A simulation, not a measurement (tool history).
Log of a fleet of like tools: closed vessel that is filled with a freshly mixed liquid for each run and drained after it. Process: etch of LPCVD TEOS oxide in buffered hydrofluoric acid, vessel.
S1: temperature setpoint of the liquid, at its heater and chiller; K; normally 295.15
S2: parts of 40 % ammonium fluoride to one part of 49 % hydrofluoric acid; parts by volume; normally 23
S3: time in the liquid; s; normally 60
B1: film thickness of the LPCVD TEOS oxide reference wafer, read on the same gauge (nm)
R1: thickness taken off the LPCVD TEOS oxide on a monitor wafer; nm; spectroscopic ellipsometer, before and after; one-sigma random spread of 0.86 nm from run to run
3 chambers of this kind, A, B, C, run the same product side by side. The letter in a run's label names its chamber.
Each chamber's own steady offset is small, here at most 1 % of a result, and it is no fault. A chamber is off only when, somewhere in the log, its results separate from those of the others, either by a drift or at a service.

| run | hour | S1 | S2 | S3 | B1 | R1 |
|---|---|---|---|---|---|---|
| 1A | 5.6 | 295.15 | 23 | 60 | 80.083 | 116.770 |
|  | 8.5 | chamber A: hydrofluoric acid flow meter replaced |
| 2B | 14.3 | 295.15 | 23 | 60 | 79.992 | 117.100 |
| 3C | 23.4 | 295.15 | 23 | 60 | 80.047 | 118.730 |
| 4B | 31.6 | 295.15 | 23 | 60 | 79.997 | 117.100 |
| 5C | 37.0 | 295.15 | 23 | 60 | 79.941 | 118.600 |
| 6A | 47.9 | 295.15 | 23 | 60 | 80.005 | 116.140 |
|  | 48.7 | chamber C: thermometer replaced |
| 7B | 52.9 | 295.15 | 23 | 60 | 80.027 | 119.380 |
| 8A | 62.4 | 295.15 | 23 | 60 | 79.986 | 117.130 |
| 9C | 67.9 | 295.15 | 23 | 60 | 80.012 | 119.520 |
| 10A | 77.8 | 295.15 | 23 | 60 | 79.970 | 117.100 |
| 11B | 84.0 | 295.15 | 23 | 60 | 79.967 | 119.890 |
| 12C | 90.3 | 295.15 | 23 | 60 | 79.916 | 116.860 |
| 13A | 95.8 | 295.15 | 23 | 60 | 79.970 | 118.910 |
| 14C | 103.7 | 295.15 | 23 | 60 | 79.978 | 117.410 |
| 15B | 108.5 | 295.15 | 23 | 60 | 80.006 | 119.790 |
| 16A | 116.1 | 295.15 | 23 | 80 | 79.964 | 155.670 |
| 17B | 122.2 | 295.15 | 23 | 80 | 80.002 | 164.570 |
| 18C | 130.4 | 295.15 | 23 | 80 | 80.004 | 157.010 |
| 19A | 136.7 | 295.15 | 23 | 60 | 79.968 | 117.910 |
| 20C | 144.3 | 295.15 | 23 | 60 | 80.054 | 117.990 |
| 21B | 150.5 | 295.15 | 23 | 60 | 80.005 | 123.390 |
| 22A | 159.1 | 295.15 | 23 | 60 | 79.981 | 117.940 |
| 23C | 165.6 | 291.65 | 23 | 60 | 79.992 | 98.230 |
| 24B | 171.1 | 291.65 | 23 | 60 | 80.025 | 103.700 |
| 25C | 180.5 | 291.65 | 23 | 60 | 79.969 | 95.949 |
| 26B | 189.2 | 297.15 | 23 | 60 | 79.977 | 141.480 |
| 27A | 196.2 | 297.15 | 23 | 60 | 79.970 | 130.920 |
| 28B | 206.8 | 297.15 | 23 | 60 | 79.925 | 141.630 |
| 29C | 214.4 | 295.15 | 23 | 60 | 80.060 | 117.430 |
| 30A | 221.6 | 295.15 | 23 | 60 | 79.970 | 117.260 |

The same settings go to every chamber for the next run, one line per chamber below. Forecast the results for each:
| 31A | 229.5 | 295.15 | 23 | 90 |  | ? |
| 31B | 229.5 | 295.15 | 23 | 90 |  | ? |
| 31C | 229.5 | 295.15 | 23 | 90 |  | ? |

| run | R1 |
|---|---|
| 31A | 175.840 |
| 31B | 193.070 |
| 31C | 174.320 |

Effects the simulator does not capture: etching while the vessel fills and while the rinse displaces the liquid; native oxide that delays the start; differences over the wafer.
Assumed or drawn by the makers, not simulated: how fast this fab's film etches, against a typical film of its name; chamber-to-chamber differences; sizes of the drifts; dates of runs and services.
